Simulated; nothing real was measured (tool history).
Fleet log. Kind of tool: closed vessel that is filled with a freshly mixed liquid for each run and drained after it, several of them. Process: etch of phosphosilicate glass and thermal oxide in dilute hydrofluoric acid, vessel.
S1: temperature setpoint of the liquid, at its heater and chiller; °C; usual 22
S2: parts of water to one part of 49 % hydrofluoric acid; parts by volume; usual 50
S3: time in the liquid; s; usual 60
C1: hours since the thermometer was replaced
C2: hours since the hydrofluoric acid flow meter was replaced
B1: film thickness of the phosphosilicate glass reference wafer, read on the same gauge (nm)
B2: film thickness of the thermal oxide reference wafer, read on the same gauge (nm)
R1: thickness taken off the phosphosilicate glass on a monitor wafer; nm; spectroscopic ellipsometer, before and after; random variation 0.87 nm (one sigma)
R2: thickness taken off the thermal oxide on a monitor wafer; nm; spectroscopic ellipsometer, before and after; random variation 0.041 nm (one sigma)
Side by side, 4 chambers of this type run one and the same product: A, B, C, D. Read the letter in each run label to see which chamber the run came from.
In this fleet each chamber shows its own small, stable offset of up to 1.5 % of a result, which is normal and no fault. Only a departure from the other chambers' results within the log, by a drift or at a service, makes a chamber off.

run	day	S1	S2	S3	C1	C2	B1	B2	R1	R2
1C	0.458	22	50	60	441.2	1314.6	79.97	140	236.9	5.8546
2D	0.883	22	50	60	646.5	1197.7	80.011	139.98	234.19	5.7941
3A	1.321	22	50	60	310.9	131.5	79.999	139.99	235.76	5.8326
4B	1.712	22	50	60	460.5	1458.3	80.012	140.01	235.09	5.9032
5B	2.067	22	50	60	469	1466.8	79.994	140.01	235.08	5.9115
6C	2.654	22	50	60	493.9	1367.3	79.99	139.99	237.01	5.7497
7D	3.017	22	50	60	697.7	1248.9	80.032	139.99	235.97	5.8438
8A	3.579	22	50	60	365.1	185.7	79.991	140.01	234.84	5.9103
9B	3.967	22	50	75	514.6	1512.4	79.98	140	293.44	7.3073
10A	4.304	22	50	75	382.5	203.1	80.01	140.01	295.69	7.4453
11C	4.583	22	50	75	540.2	1413.6	79.988	139.99	295.76	7.2699
12D	4.938	22	50	75	743.8	1295	80.018	140	295.07	7.2704
13C	5.317	22	50	60	557.8	1431.2	80.008	140	235.5	5.8672
14A	5.725	22	40	60	416.6	237.2	80	139.99	299.63	7.5323
# day 5.883: chamber C: thermometer replaced
15D	6.292	22	40	60	776.3	1327.5	80.017	140.01	298.26	7.3761
# day 6.646: chamber C: hydrofluoric acid flow meter replaced
16B	6.875	22	40	60	584.4	1582.2	80.055	140	296.59	7.4391
17B	7.196	22	40	60	592.1	1589.9	79.986	139.99	296.64	7.3718
18D	7.733	22	50	60	810.9	1362.1	80.022	140.01	237.32	5.8954
19C	8.108	22	50	60	53.5	35.2	80.029	140	236.65	5.8277
20A	8.392	24	50	40	480.6	301.2	80.033	139.99	171.91	4.3134
21D	8.762	24	50	40	835.6	1386.8	80.004	139.99	171.02	4.2264
22C	9.033	24	50	40	75.7	57.4	80.031	140	170.43	4.2304
23A	9.65	24	50	40	510.8	331.4	79.983	140.01	171.18	4.277
24B	10.008	22	50	60	659.6	1657.4	80.017	140	233.3	5.9003
25A	10.329	22	50	60	527.1	347.7	80.001	139.99	235.48	5.9566
26C	10.833	22	50	60	118.9	100.6	79.978	140	236.59	5.8292
27D	11.133	22	50	60	892.5	1443.7	79.989	140.03	236.48	5.867
28B	11.542	22	50	60	696.4	1694.2	80.01	140.02	234.45	5.9414
29D	12.146	22	50	60	916.8	1468	80.046	140	235.83	5.8366
30A	12.679	22	50	60	583.5	404.1	79.989	140.01	237.34	5.9682
# day 12.712: chamber A: thermometer replaced
31C	13.129	22	50	30	174	155.7	79.962	139.99	117.95	2.9168
32B	13.633	22	50	30	746.6	1744.4	79.995	140	116.66	2.9723
33A	13.967	22	50	30	30.1	435	79.994	139.98	118.94	2.9793
34B	14.333	22	50	30	763.4	1761.2	80.022	139.98	116.47	2.9451
# day 14.354: chamber B: hydrofluoric acid flow meter replaced
# day 14.388: chamber A: hydrofluoric acid flow meter replaced
35D	14.883	22	50	60	982.5	1533.7	79.993	140.01	235.94	5.9012
36C	15.408	22	50	60	228.7	210.4	80.029	140.01	237.11	5.8134
37C	15.729	22	50	60	236.4	218.1	80.038	140.01	235.3	5.8343
38A	16.012	22	50	60	79.2	39	80.006	140	237.31	5.9096
39B	16.304	22	50	60	810.7	46.8	80.021	140.01	233.97	5.9034
40D	16.708	22	50	60	1026.3	1577.5	80.011	140.01	235.4	5.8502
41C	17.279	22	50	60	273.6	255.3	79.969	140.01	235.93	5.8434
42B	17.65	22	50	60	843	79.1	80.023	140	234.12	5.8706

Has any chamber moved away from the others, gradually or after a service, or does the common gauge drift, or do the chambers differ only by their own small steady offsets? State the chamber and the most likely cause if one applies.

The fleet is healthy, with each chamber sitting at its usual small offset and no drift in the gauge.

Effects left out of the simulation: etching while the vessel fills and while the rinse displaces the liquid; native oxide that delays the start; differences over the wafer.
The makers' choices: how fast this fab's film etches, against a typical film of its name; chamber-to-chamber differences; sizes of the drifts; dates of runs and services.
